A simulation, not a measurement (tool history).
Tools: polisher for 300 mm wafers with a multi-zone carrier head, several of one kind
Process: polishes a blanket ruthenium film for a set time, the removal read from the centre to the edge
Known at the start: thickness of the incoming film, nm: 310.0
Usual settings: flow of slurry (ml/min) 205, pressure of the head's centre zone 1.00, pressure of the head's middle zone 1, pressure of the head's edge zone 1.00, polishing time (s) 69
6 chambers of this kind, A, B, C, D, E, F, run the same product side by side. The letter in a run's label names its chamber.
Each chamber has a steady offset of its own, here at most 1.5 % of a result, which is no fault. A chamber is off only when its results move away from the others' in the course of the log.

run	hour	flow of slurry (ml/min)	pressure of the head's centre zone	pressure of the head's middle zone	pressure of the head's edge zone	polishing time (s)	wafers polished on this pad	hours since the slurry nozzle was cleaned	hours since the centre zone pressure was calibrated	hours since the edge zone pressure was calibrated	film removed at the wafer's centre (angstrom)	film removed at mid-radius (angstrom)	film removed at the wafer's edge (angstrom)
# hour 3.6: chamber D: worn pad replaced by a new one
1A	8.6	205	1.00	1	1.00	69	1284	725.3	239.5	1097.7	1134.0	1134.7	1123.4
# hour 10.2: chamber D: edge zone pressure recalibrated
# hour 16.5: chamber F: worn pad replaced by a new one
# hour 16.5: chamber B: worn pad replaced by a new one
2C	20.3	205	1.00	1	1.00	69	467	654.9	225.4	304.6	1139.0	1137.9	1102.6
# hour 22.8: chamber A: worn pad replaced by a new one
3D	31.6	205	1.00	1	1.00	69	262	155.3	625.5	21.5	1114.4	1134.9	1132.8
4F	40.5	205	1.00	1	1.00	69	224	474.1	1238.8	726.7	1127.6	1136.6	1106.6
# hour 44.0: chamber C: worn pad replaced by a new one
5E	47.3	205	1.00	1	1.00	69	940	219.7	1187.8	52.0	1127.2	1130.8	1095.8
6B	54.3	205	1.00	1	1.00	69	353	101.8	152.8	143.5	1130.3	1141.2	1130.9
# hour 61.1: chamber A: edge zone pressure recalibrated
7E	63.5	205	1.00	1	1.00	69	1092	235.9	1204.0	68.2	1102.0	1112.7	1116.4
8D	76.1	205	1.00	1	1.00	69	677	199.8	670.0	66.0	1137.2	1122.9	1153.5
# hour 84.2: chamber E: worn pad replaced by a new one
9A	86.8	205	1.00	1	1.00	69	598	803.5	317.7	25.8	1123.5	1149.8	1116.4
# hour 96.5: chamber D: worn pad replaced by a new one
# hour 96.6: chamber C: slurry nozzle cleaned
10F	97.0	205	1.00	1	1.00	69	752	530.6	1295.3	783.2	1125.8	1119.2	1134.8
# hour 102.5: chamber B: worn pad replaced by a new one
11B	107.7	170	1.00	1	1.00	77	48	155.2	206.2	196.9	1231.6	1218.8	1260.5
# hour 108.0: chamber F: edge zone pressure recalibrated
12C	115.5	170	1.00	1	1.00	77	668	19.0	320.6	399.8	1236.5	1222.7	1253.3
# hour 118.7: chamber C: worn pad replaced by a new one
13D	127.2	170	1.00	1	1.00	77	287	250.9	721.1	117.1	1211.0	1251.2	1265.1
# hour 128.6: chamber F: worn pad replaced by a new one
# hour 133.6: chamber C: centre zone pressure recalibrated
14A	134.9	170	1.00	1	1.00	77	1047	851.6	365.8	73.9	1228.7	1232.4	1216.5
15B	149.1	170	1.00	1	1.00	77	435	196.6	247.6	238.3	1223.6	1240.3	1236.1
# hour 156.0: chamber A: worn pad replaced by a new one
16C	156.4	170	1.00	1	1.00	77	352	59.9	22.9	440.7	1302.0	1227.2	1241.4
17E	167.9	205	1.00	1	1.00	69	782	340.3	1308.4	172.6	1121.6	1120.5	1122.8
# hour 169.0: chamber D: worn pad replaced by a new one
18F	175.8	205	1.00	1	1.00	69	441	609.4	1374.1	67.9	1142.6	1150.7	1108.3
# hour 180.8: chamber A: slurry nozzle cleaned
# hour 182.7: chamber B: worn pad replaced by a new one
19C	187.6	205	1.00	1	1.00	69	643	91.1	54.1	471.9	1212.1	1131.8	1104.6
20F	200.6	205	1.00	1	1.00	69	673	634.2	1398.9	92.7	1144.6	1131.0	1108.2
# hour 205.1: chamber C: worn pad replaced by a new one
21E	211.4	165	1.07	1	1.00	69	1189	383.8	1351.9	216.1	1154.8	1092.5	1097.5
# hour 225.5: chamber A: centre zone pressure recalibrated
22A	226.2	165	1.07	1	1.00	69	656	45.5	0.7	165.2	1177.9	1103.7	1094.3
# hour 233.4: chamber E: worn pad replaced by a new one
23D	238.0	165	1.07	1	1.00	69	645	361.7	831.9	227.9	1173.2	1106.7	1125.2
24B	244.9	165	1.07	1	1.00	69	581	292.4	343.4	334.1	1155.4	1101.7	1086.3
# hour 245.1: chamber C: edge zone pressure recalibrated
# hour 250.1: chamber F: worn pad replaced by a new one
25F	256.2	165	1.07	1	1.00	69	57	689.8	1454.5	148.3	1168.3	1114.3	1105.0
# hour 257.8: chamber D: worn pad replaced by a new one
# hour 258.9: chamber B: worn pad replaced by a new one
# hour 266.2: chamber F: slurry nozzle cleaned
26A	268.5	165	1.07	1	1.00	69	1051	87.8	43.0	207.5	1174.6	1081.8	1124.5
# hour 273.1: chamber C: worn pad replaced by a new one
27D	281.0	205	1.00	1	1.00	69	217	404.7	874.9	270.9	1137.2	1161.7	1159.8
# hour 283.8: chamber A: worn pad replaced by a new one
28E	287.9	205	1.00	1	1.00	69	509	460.3	1428.4	292.6	1115.5	1120.5	1115.8
# hour 292.5: chamber B: slurry nozzle cleaned
29B	299.4	205	1.00	1	1.00	69	378	7.0	397.9	388.6	1153.2	1149.5	1126.6
30C	308.5	205	1.00	1	1.00	69	331	212.0	175.0	63.4	1203.6	1136.7	1129.1
# hour 316.9: chamber E: edge zone pressure recalibrated
31A	317.8	205	1.00	1	1.00	69	317	137.1	92.3	256.8	1143.0	1119.9	1137.6
32F	327.3	205	1.00	1	1.04	89	721	61.1	1525.6	219.4	1469.8	1457.8	1472.1
# hour 332.4: chamber D: worn pad replaced by a new one
# hour 332.9: chamber F: centre zone pressure recalibrated
33C	338.4	205	1.00	1	1.04	89	610	241.9	204.9	93.3	1526.5	1451.7	1469.8
# hour 347.3: chamber B: worn pad replaced by a new one
34B	351.9	205	1.00	1	1.04	89	43	59.5	450.4	441.1	1471.5	1488.3	1478.8
35E	365.8	205	1.00	1	1.04	89	1237	538.2	1506.3	48.9	1450.7	1443.2	1504.7
36D	375.4	205	1.00	1	1.04	89	401	499.1	969.3	365.3	1438.7	1466.4	1484.3
# hour 377.7: chamber F: worn pad replaced by a new one
37F	384.4	205	1.00	1	1.04	89	63	118.2	51.5	276.5	1468.2	1463.0	1487.1

Next, every chamber runs the same settings. What will each give?
38A	395.3	205	1.00	1	1.00	69					?	?	?
38B	395.3	205	1.00	1	1.00	69					?	?	?
38C	395.3	205	1.00	1	1.00	69					?	?	?
38D	395.3	205	1.00	1	1.00	69					?	?	?
38E	395.3	205	1.00	1	1.00	69					?	?	?
38F	395.3	205	1.00	1	1.00	69					?	?	?

run	film removed at the wafer's centre (angstrom)	film removed at mid-radius (angstrom)	film removed at the wafer's edge (angstrom)
38A	1139.0	1139.5	1122.4
38B	1132.7	1145.6	1108.8
38C	1199.4	1143.8	1137.2
38D	1131.3	1139.5	1121.7
38E	1137.3	1131.1	1115.3
38F	1144.1	1141.5	1111.2
